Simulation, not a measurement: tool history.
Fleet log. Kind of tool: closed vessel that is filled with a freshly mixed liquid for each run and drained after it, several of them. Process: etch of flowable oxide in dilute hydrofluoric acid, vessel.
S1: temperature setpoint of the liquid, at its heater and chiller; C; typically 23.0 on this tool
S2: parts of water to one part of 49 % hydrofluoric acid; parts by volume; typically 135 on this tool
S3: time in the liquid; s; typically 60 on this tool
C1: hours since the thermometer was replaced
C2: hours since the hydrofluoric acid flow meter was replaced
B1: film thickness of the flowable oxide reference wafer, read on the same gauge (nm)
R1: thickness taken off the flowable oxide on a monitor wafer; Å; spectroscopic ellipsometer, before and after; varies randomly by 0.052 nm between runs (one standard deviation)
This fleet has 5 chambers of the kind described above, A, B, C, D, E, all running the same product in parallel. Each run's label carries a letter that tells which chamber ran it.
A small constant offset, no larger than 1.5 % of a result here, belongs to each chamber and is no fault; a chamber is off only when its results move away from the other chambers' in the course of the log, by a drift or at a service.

-- hour=2.1 chamber E: thermometer replaced
run 1D hour=4.6 | S1=23.0 S2=135 S3=60 | C1=67.4 C2=573.0 | B1=120.03 | R1=156.690
run 2A hour=10.7 | S1=23.0 S2=135 S3=60 | C1=763.5 C2=1065.7 | B1=120.03 | R1=156.210
run 3C hour=17.8 | S1=23.0 S2=135 S3=60 | C1=207.9 C2=543.6 | B1=119.97 | R1=156.440
run 4B hour=26.9 | S1=23.0 S2=135 S3=60 | C1=1979.9 C2=186.0 | B1=120.02 | R1=154.820
run 5E hour=34.6 | S1=23.0 S2=135 S3=60 | C1=32.6 C2=1729.6 | B1=119.97 | R1=156.440
run 6A hour=39.3 | S1=23.0 S2=135 S3=60 | C1=792.1 C2=1094.3 | B1=119.99 | R1=156.440
run 7E hour=44.3 | S1=23.0 S2=135 S3=60 | C1=42.3 C2=1739.3 | B1=120.01 | R1=156.470
run 8D hour=52.4 | S1=23.0 S2=135 S3=60 | C1=115.2 C2=620.8 | B1=119.97 | R1=155.850
run 9B hour=59.3 | S1=23.0 S2=135 S3=60 | C1=2012.3 C2=218.4 | B1=120.00 | R1=155.300
run 10C hour=66.3 | S1=23.0 S2=135 S3=60 | C1=256.4 C2=592.1 | B1=120.03 | R1=156.920
run 11D hour=73.4 | S1=23.0 S2=135 S3=60 | C1=136.2 C2=641.8 | B1=120.00 | R1=155.480
run 12B hour=78.2 | S1=23.0 S2=135 S3=60 | C1=2031.2 C2=237.3 | B1=120.01 | R1=155.020
run 13E hour=83.8 | S1=23.0 S2=135 S3=60 | C1=81.8 C2=1778.8 | B1=120.00 | R1=156.020
-- hour=88.8 chamber D: hydrofluoric acid flow meter replaced
run 14A hour=91.6 | S1=23.0 S2=135 S3=60 | C1=844.4 C2=1146.6 | B1=120.01 | R1=157.130
run 15C hour=101.4 | S1=23.0 S2=135 S3=60 | C1=291.5 C2=627.2 | B1=120.02 | R1=156.160
run 16A hour=109.5 | S1=23.0 S2=135 S3=60 | C1=862.3 C2=1164.5 | B1=120.01 | R1=155.800
run 17B hour=115.2 | S1=20.0 S2=135 S3=60 | C1=2068.2 C2=274.3 | B1=120.01 | R1=136.900
run 18E hour=124.0 | S1=20.0 S2=135 S3=60 | C1=122.0 C2=1819.0 | B1=119.97 | R1=139.330
-- hour=133.3 chamber B: thermometer replaced
run 19C hour=133.5 | S1=20.0 S2=135 S3=60 | C1=323.6 C2=659.3 | B1=119.96 | R1=137.610
run 20D hour=141.6 | S1=20.0 S2=135 S3=60 | C1=204.4 C2=52.9 | B1=120.04 | R1=139.560
run 21B hour=151.9 | S1=20.0 S2=135 S3=60 | C1=18.7 C2=311.0 | B1=120.00 | R1=137.570
run 22C hour=159.8 | S1=23.0 S2=135 S3=60 | C1=349.9 C2=685.6 | B1=120.02 | R1=153.440
run 23D hour=166.1 | S1=27.5 S2=135 S3=60 | C1=228.9 C2=77.4 | B1=120.02 | R1=184.860
run 24A hour=170.9 | S1=27.5 S2=135 S3=60 | C1=923.7 C2=1225.9 | B1=120.01 | R1=185.220
run 25E hour=176.4 | S1=27.5 S2=135 S3=60 | C1=174.4 C2=1871.4 | B1=119.99 | R1=184.180
run 26D hour=181.0 | S1=27.5 S2=135 S3=60 | C1=243.8 C2=92.3 | B1=120.01 | R1=184.760
run 27B hour=188.0 | S1=27.5 S2=135 S3=60 | C1=54.8 C2=347.1 | B1=120.02 | R1=184.110
run 28C hour=194.1 | S1=24.5 S2=200 S3=60 | C1=384.2 C2=719.9 | B1=119.97 | R1=100.450
run 29E hour=202.6 | S1=24.5 S2=200 S3=60 | C1=200.6 C2=1897.6 | B1=120.02 | R1=104.110
run 30A hour=209.0 | S1=24.5 S2=200 S3=60 | C1=961.8 C2=1264.0 | B1=120.03 | R1=103.990
run 31B hour=213.7 | S1=24.5 S2=200 S3=60 | C1=80.5 C2=372.8 | B1=120.03 | R1=103.070
run 32A hour=219.4 | S1=24.5 S2=200 S3=60 | C1=972.2 C2=1274.4 | B1=119.95 | R1=104.610
run 33D hour=227.4 | S1=23.0 S2=135 S3=60 | C1=290.2 C2=138.7 | B1=119.99 | R1=155.660
run 34E hour=232.9 | S1=23.0 S2=135 S3=60 | C1=230.9 C2=1927.9 | B1=120.00 | R1=156.520
run 35C hour=237.9 | S1=23.0 S2=105 S3=60 | C1=428.0 C2=763.7 | B1=120.02 | R1=202.570
run 36D hour=247.8 | S1=23.0 S2=105 S3=60 | C1=310.6 C2=159.1 | B1=119.96 | R1=206.670
run 37B hour=252.4 | S1=23.0 S2=105 S3=60 | C1=119.2 C2=411.5 | B1=119.95 | R1=204.380
run 38E hour=260.6 | S1=23.0 S2=105 S3=60 | C1=258.6 C2=1955.6 | B1=120.02 | R1=208.300
run 39C hour=266.2 | S1=23.0 S2=105 S3=60 | C1=456.3 C2=792.0 | B1=120.02 | R1=199.710

Read the log: is a single chamber off, either drifting away or since a service, is the gauge that measures every chamber drifting, or is nothing wrong beyond small per-chamber offsets? Name any odd chamber and what most likely caused it.

Chamber C drifts away from the others.
What lies behind it: hydrofluoric acid flow below the setpoint (%) = 4.
From this log alone, it may not be told apart from: liquid colder than its thermometer reads (K).

Which of the 4 candidates below, each the usual settings with something changed and its results left as question marks, puts chamber C back in line with what the other chambers give on the usual settings?
In line means no further than this from the other chambers' mean on the usual settings: R1 1.800 Å
run 40C-1 hour=273.6 | S1=22.5 S2=135 S3=60 | R1=?
run 40C-2 hour=273.6 | S1=23.0 S2=140 S3=60 | R1=?
run 40C-3 hour=273.6 | S1=23.0 S2=130 S3=60 | R1=?
run 40C-4 hour=273.6 | S1=23.5 S2=135 S3=60 | R1=?

Usual-settings mean across the other chambers: R1 155.910 Å
run=40C-1 R1=146.280
run=40C-2 R1=142.900
run=40C-3 R1=155.910
run=40C-4 R1=152.080
With 40C-3, the chamber falls back in line with the rest.

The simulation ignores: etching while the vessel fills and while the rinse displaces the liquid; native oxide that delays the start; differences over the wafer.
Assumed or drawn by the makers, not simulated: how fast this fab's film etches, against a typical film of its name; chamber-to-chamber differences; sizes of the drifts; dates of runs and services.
